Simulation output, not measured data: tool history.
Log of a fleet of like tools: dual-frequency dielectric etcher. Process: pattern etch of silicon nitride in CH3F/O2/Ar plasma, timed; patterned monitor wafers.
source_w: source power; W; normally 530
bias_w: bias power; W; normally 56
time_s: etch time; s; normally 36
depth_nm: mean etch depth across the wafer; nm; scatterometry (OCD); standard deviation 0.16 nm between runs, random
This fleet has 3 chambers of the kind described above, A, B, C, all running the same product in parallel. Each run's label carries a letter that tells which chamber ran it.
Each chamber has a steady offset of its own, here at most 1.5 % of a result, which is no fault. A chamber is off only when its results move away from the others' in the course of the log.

run	day	source_w	bias_w	time_s	read-back reference wafer on the same gauge, depth_nm	depth_nm
1B	0.217	530	56	36	30.143	26.057
2A	0.433	530	56	36	30.17	25.612
3C	0.625	530	56	36	30.253	26.192
4C	0.858	530	56	36	30.203	26.155
5A	1	530	50	25.5	30.184	17.688
6B	1.221	530	50	25.5	30.172	17.58
7A	1.458	530	50	25.5	30.243	17.618
8B	1.596	530	56	36	30.211	25.727
9C	1.779	530	56	26	30.218	18.815
10B	1.938	530	56	26	30.192	18.305
11A	2.175	530	56	26	30.26	18.732
12C	2.367	530	56	36	30.26	26.079
13B	2.508	530	56	36	30.209	25.709
14C	2.712	530	56	36	30.221	26.156
15A	2.85	530	56	36	30.209	25.703
16C	2.967	530	56	36	30.195	26.245
17B	3.162	530	56	36	30.153	25.529
# day 3.254: chamber B: bias power generator calibrated
18A	3.288	530	56	36	30.211	25.888
19A	3.442	530	56	36	30.247	25.892
20C	3.558	530	56	36	30.177	25.952
21B	3.667	530	56	36	30.17	24.91
22B	3.883	530	56	36	30.182	25.136
23A	4.092	530	56	36	30.222	25.859
24C	4.321	530	56	36	30.201	26.24
25A	4.546	530	56	36	30.187	25.948
26C	4.712	530	56	36	30.202	25.968
27B	4.933	530	56	36	30.173	25.186
28C	5.104	530	56	36	30.197	25.99
29A	5.346	530	56	36	30.277	25.761
30B	5.504	530	56	36	30.225	25.115
31B	5.708	530	56	36	30.199	24.976
32A	5.842	530	56	36	30.185	25.678
33C	6	530	56	36	30.161	26.076
34A	6.225	530	56	36	30.216	25.945
35B	6.358	530	56	36	30.228	24.916
36C	6.567	530	56	36	30.229	26.284
37A	6.683	530	56	36	30.21	25.884
38B	6.829	530	52	25.5	30.228	17.008
39C	7.033	530	52	25.5	30.133	18.184
40B	7.204	530	52	25.5	30.243	17.166

Read the log: is a single chamber off, either drifting away or since a service, is the gauge that measures every chamber drifting, or is nothing wrong beyond small per-chamber offsets? Name any odd chamber and what most likely caused it.

It is chamber B that slowly wanders off from its peers.
What lies behind it: etch rate under this chamber's usual, % = 5.46.

Here are 4 candidates for chamber B's next run, each the usual settings with a change, their results left as question marks. Which one brings its results back in line with what the others give on the usual settings?
To be in line, a result may differ from the other chambers' mean on the usual settings by at most: depth_nm 0.57 nm
41B-1	7.379	520	56	34		?
41B-2	7.379	540	57	38		?
41B-3	7.379	530	57	40.5		?
41B-4	7.379	520	55	32.5		?

Mean of the other chambers on the usual settings: depth_nm 25.965 nm
run	depth_nm
41B-1	22.876
41B-2	26.088
41B-3	27.603
41B-4	21.744
41B-2 is the one that brings the chamber's results back in line with the other chambers.
